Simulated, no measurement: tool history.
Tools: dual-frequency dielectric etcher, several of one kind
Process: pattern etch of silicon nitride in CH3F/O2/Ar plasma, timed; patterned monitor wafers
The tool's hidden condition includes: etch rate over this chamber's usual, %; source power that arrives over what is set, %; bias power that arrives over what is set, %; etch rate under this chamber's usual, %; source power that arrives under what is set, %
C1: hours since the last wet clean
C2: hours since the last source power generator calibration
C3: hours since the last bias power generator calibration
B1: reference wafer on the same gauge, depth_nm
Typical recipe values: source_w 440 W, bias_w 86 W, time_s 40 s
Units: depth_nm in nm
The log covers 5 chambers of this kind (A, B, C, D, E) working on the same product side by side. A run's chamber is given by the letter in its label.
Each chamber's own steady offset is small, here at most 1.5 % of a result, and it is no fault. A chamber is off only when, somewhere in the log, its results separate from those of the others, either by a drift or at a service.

At hour 8.9: chamber D: wet clean of the chamber.
Run 1D, hour 12.4: usual settings; C1 3.6; C2 918.5; C3 427.5; B1 27.097. Result: depth_nm 30.456 nm.
Run 2E, hour 22.6: usual settings; C1 553.6; C2 1362.5; C3 1856.9; B1 27.097. Result: depth_nm 30.756 nm.
Run 3A, hour 30.9: usual settings; C1 136.3; C2 2316.6; C3 577.6; B1 27.089. Result: depth_nm 30.862 nm.
Run 4B, hour 43.9: usual settings; C1 421.1; C2 340.2; C3 1093.4; B1 27.084. Result: depth_nm 30.896 nm.
Run 5C, hour 58.9: usual settings but source_w 480 W, bias_w 73 W; C1 246.4; C2 2217.5; C3 2646.3; B1 27.086. Result: depth_nm 30.08 nm.
Run 6E, hour 68.7: usual settings but source_w 480 W, bias_w 73 W; C1 599.7; C2 1408.6; C3 1903; B1 27.084. Result: depth_nm 29.988 nm.
Run 7B, hour 80.9: usual settings but source_w 480 W, bias_w 73 W; C1 458.1; C2 377.2; C3 1130.4; B1 27.081. Result: depth_nm 30.139 nm.
At hour 93.1: chamber E: wet clean of the chamber.
Run 8A, hour 94: usual settings but source_w 480 W, bias_w 73 W; C1 199.4; C2 2379.7; C3 640.7; B1 27.079. Result: depth_nm 30.147 nm.
Run 9C, hour 102.8: usual settings but source_w 480 W, bias_w 73 W; C1 290.3; C2 2261.4; C3 2690.2; B1 27.072. Result: depth_nm 30.045 nm.
Run 10D, hour 113.8: usual settings; C1 105; C2 1019.9; C3 528.9; B1 27.067. Result: depth_nm 30.45 nm.
At hour 123.3: chamber B: wet clean of the chamber.
Run 11A, hour 125.3: usual settings; C1 230.7; C2 2411; C3 672; B1 27.068. Result: depth_nm 30.848 nm.
Run 12C, hour 136.1: usual settings but bias_w 107 W, time_s 49.5 s; C1 323.6; C2 2294.7; C3 2723.5; B1 27.058. Result: depth_nm 41.278 nm.
Run 13E, hour 150.9: usual settings but bias_w 107 W, time_s 49.5 s; C1 57.8; C2 1490.8; C3 1985.2; B1 27.059. Result: depth_nm 41.08 nm.
Run 14D, hour 164.1: usual settings but bias_w 107 W, time_s 49.5 s; C1 155.3; C2 1070.2; C3 579.2; B1 27.054. Result: depth_nm 40.785 nm.
Run 15B, hour 180.5: usual settings but bias_w 107 W, time_s 49.5 s; C1 57.3; C2 476.8; C3 1230; B1 27.05. Result: depth_nm 41.43 nm.
Run 16B, hour 195.9: usual settings but bias_w 107 W, time_s 49.5 s; C1 72.7; C2 492.2; C3 1245.4; B1 27.058. Result: depth_nm 41.349 nm.
Run 17E, hour 203.5: usual settings but time_s 44.5 s; C1 110.4; C2 1543.4; C3 2037.8; B1 27.042. Result: depth_nm 34.168 nm.
Run 18C, hour 212.9: usual settings but time_s 44.5 s; C1 400.4; C2 2371.5; C3 2800.3; B1 27.044. Result: depth_nm 34.218 nm.
Run 19A, hour 223.2: usual settings but time_s 44.5 s; C1 328.6; C2 2508.9; C3 769.9; B1 27.046. Result: depth_nm 34.262 nm.
Run 20D, hour 237: usual settings but time_s 44.5 s; C1 228.2; C2 1143.1; C3 652.1; B1 27.043. Result: depth_nm 33.78 nm.
Run 21E, hour 247.5: usual settings but time_s 44.5 s; C1 154.4; C2 1587.4; C3 2081.8; B1 27.042. Result: depth_nm 34.118 nm.
At hour 259.2: chamber A: wet clean of the chamber.
Run 22B, hour 263: usual settings; C1 139.8; C2 559.3; C3 1312.5; B1 27.044. Result: depth_nm 30.822 nm.
Run 23A, hour 275.8: usual settings; C1 16.7; C2 2561.5; C3 822.5; B1 27.033. Result: depth_nm 30.847 nm.
Run 24C, hour 284.9: usual settings; C1 472.4; C2 2443.5; C3 2872.3; B1 27.026. Result: depth_nm 30.749 nm.
Run 25D, hour 300.3: usual settings but source_w 350 W, bias_w 69 W; C1 291.5; C2 1206.4; C3 715.4; B1 27.026. Result: depth_nm 25.805 nm.
Run 26A, hour 308.1: usual settings but source_w 350 W, bias_w 69 W; C1 49; C2 2593.8; C3 854.8; B1 27.02. Result: depth_nm 26.173 nm.
At hour 313.2: chamber C: wet clean of the chamber.
Run 27E, hour 322.2: usual settings but source_w 350 W, bias_w 69 W; C1 229.1; C2 1662.1; C3 2156.5; B1 27.017. Result: depth_nm 26.082 nm.
Run 28D, hour 334.1: usual settings but source_w 350 W, bias_w 69 W; C1 325.3; C2 1240.2; C3 749.2; B1 27.018. Result: depth_nm 25.797 nm.
Run 29C, hour 341.6: usual settings but source_w 350 W, bias_w 69 W; C1 28.4; C2 2500.2; C3 2929; B1 27.011. Result: depth_nm 26.098 nm.
Run 30B, hour 352.9: usual settings; C1 229.7; C2 649.2; C3 1402.4; B1 27.007. Result: depth_nm 30.808 nm.
Run 31D, hour 361.8: usual settings; C1 353; C2 1267.9; C3 776.9; B1 27. Result: depth_nm 30.354 nm.
Run 32E, hour 374.8: usual settings; C1 281.7; C2 1714.7; C3 2209.1; B1 27.003. Result: depth_nm 30.692 nm.
Run 33B, hour 384.2: usual settings; C1 261; C2 680.5; C3 1433.7; B1 27.002. Result: depth_nm 30.816 nm.
Run 34A, hour 397.8: usual settings; C1 138.7; C2 2683.5; C3 944.5; B1 27. Result: depth_nm 30.741 nm.
Run 35C, hour 410.2: usual settings; C1 97; C2 2568.8; C3 2997.6; B1 26.987. Result: depth_nm 30.771 nm.
Run 36E, hour 423.5: usual settings; C1 330.4; C2 1763.4; C3 2257.8; B1 26.989. Result: depth_nm 30.597 nm.

Next, all 5 chambers run the settings below, one line each with question marks for the results. What does each chamber give?
Run 37A, hour 435.5: usual settings. Result: depth_nm ?.
Run 37B, hour 435.5: usual settings. Result: depth_nm ?.
Run 37C, hour 435.5: usual settings. Result: depth_nm ?.
Run 37D, hour 435.5: usual settings. Result: depth_nm ?.
Run 37E, hour 435.5: usual settings. Result: depth_nm ?.

run  depth_nm
37A    30.744
37B    30.776
37C    30.685
37D    30.361
37E    30.667
